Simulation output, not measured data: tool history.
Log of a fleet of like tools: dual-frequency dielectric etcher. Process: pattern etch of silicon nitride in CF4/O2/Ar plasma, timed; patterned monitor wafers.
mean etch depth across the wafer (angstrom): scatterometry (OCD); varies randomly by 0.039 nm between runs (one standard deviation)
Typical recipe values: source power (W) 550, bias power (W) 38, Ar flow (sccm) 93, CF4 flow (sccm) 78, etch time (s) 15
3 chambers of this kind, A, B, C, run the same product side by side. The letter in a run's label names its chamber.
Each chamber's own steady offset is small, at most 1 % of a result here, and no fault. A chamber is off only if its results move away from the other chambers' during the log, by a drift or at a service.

| run | hour | source power (W) | bias power (W) | Ar flow (sccm) | CF4 flow (sccm) | etch time (s) | read-back reference wafer on the same gauge, depth_nm | mean etch depth across the wafer (angstrom) |
|---|---|---|---|---|---|---|---|---|
| 1B | 5.5 | 550 | 38 | 93 | 78 | 15 | 32.812 | 271.84 |
| 2A | 12.8 | 550 | 38 | 93 | 78 | 15 | 32.809 | 272.63 |
| 3C | 19.8 | 550 | 38 | 93 | 78 | 15 | 32.812 | 272.99 |
| 4B | 29.6 | 550 | 38 | 93 | 78 | 15 | 32.809 | 272.19 |
|  | 35.1 | chamber C: Ar flow controller replaced |
| 5A | 40.8 | 550 | 38 | 93 | 78 | 15 | 32.824 | 272 |
| 6C | 52.4 | 550 | 38 | 93 | 78 | 15 | 32.826 | 273.49 |
| 7B | 61 | 550 | 38 | 93 | 78 | 15 | 32.822 | 272.26 |
| 8A | 72.7 | 550 | 38 | 93 | 78 | 15 | 32.828 | 273.09 |
| 9C | 80.6 | 550 | 38 | 93 | 78 | 15 | 32.843 | 273.3 |
| 10A | 92.2 | 550 | 38 | 93 | 78 | 15 | 32.844 | 272.55 |
| 11B | 99.4 | 550 | 33 | 72 | 78 | 15 | 32.852 | 270.13 |
| 12C | 106.2 | 550 | 33 | 72 | 78 | 15 | 32.855 | 270.77 |
| 13C | 116.1 | 550 | 33 | 72 | 78 | 15 | 32.852 | 270.5 |
| 14B | 123.9 | 550 | 38 | 93 | 78 | 15 | 32.872 | 272.94 |
| 15A | 130.1 | 550 | 38 | 93 | 78 | 15 | 32.87 | 273.35 |
| 16A | 142.1 | 550 | 38 | 93 | 78 | 15 | 32.87 | 272.59 |
| 17C | 151 | 550 | 38 | 101 | 78 | 13.5 | 32.882 | 243.51 |
| 18B | 157.5 | 550 | 38 | 101 | 78 | 13.5 | 32.883 | 242.11 |
| 19B | 164.4 | 550 | 38 | 101 | 78 | 13.5 | 32.898 | 242.65 |
| 20A | 176 | 550 | 38 | 93 | 78 | 15 | 32.89 | 272.79 |
| 21C | 184.7 | 550 | 38 | 93 | 78 | 15 | 32.91 | 273.6 |
| 22A | 194.1 | 550 | 38 | 93 | 78 | 15 | 32.91 | 272.51 |
| 23B | 206.4 | 550 | 38 | 93 | 78 | 15 | 32.899 | 272.34 |
| 24C | 218.1 | 550 | 38 | 93 | 78 | 15 | 32.919 | 274.36 |
| 25C | 229.9 | 550 | 38 | 93 | 78 | 15 | 32.917 | 274.45 |
| 26B | 236.9 | 550 | 38 | 93 | 78 | 15 | 32.934 | 273.36 |
|  | 241.3 | chamber C: wet clean of the chamber |
| 27A | 247.8 | 550 | 38 | 93 | 78 | 15 | 32.929 | 273.55 |
|  | 256.6 | chamber B: wet clean of the chamber |
| 28B | 257.1 | 550 | 38 | 93 | 78 | 15 | 32.944 | 273.34 |
|  | 261 | chamber A: wet clean of the chamber |
| 29A | 266.8 | 550 | 38 | 93 | 78 | 15 | 32.936 | 272.97 |
| 30C | 273.2 | 550 | 38 | 93 | 78 | 15 | 32.936 | 274.13 |
| 31A | 278.7 | 550 | 38 | 93 | 78 | 15 | 32.937 | 273.58 |
| 32B | 284.7 | 550 | 38 | 93 | 78 | 15 | 32.969 | 273.66 |
| 33C | 295.1 | 550 | 38 | 93 | 78 | 15 | 32.966 | 274.83 |
| 34B | 300.6 | 550 | 38 | 93 | 78 | 15 | 32.951 | 273.44 |
| 35A | 312 | 550 | 38 | 93 | 78 | 18.5 | 32.962 | 336.81 |
| 36C | 317.8 | 550 | 38 | 93 | 78 | 18.5 | 32.976 | 338.34 |
| 37A | 328.7 | 550 | 38 | 93 | 78 | 18.5 | 32.976 | 337.47 |
| 38B | 339.7 | 550 | 38 | 93 | 78 | 15 | 32.984 | 273.21 |
| 39C | 350.1 | 550 | 38 | 93 | 78 | 15 | 32.979 | 274.86 |
| 40B | 359.1 | 550 | 38 | 93 | 78 | 15 | 32.989 | 273.86 |

Has any chamber moved away from the others, gradually or after a service, or does the common gauge drift, or do the chambers differ only by their own small steady offsets? State the chamber and the most likely cause if one applies.

It is the gauge, not a chamber: its drift shows up in every chamber's results at once, and no chamber is off.
Likeliest cause: gauge reads high (%) = 0.589.
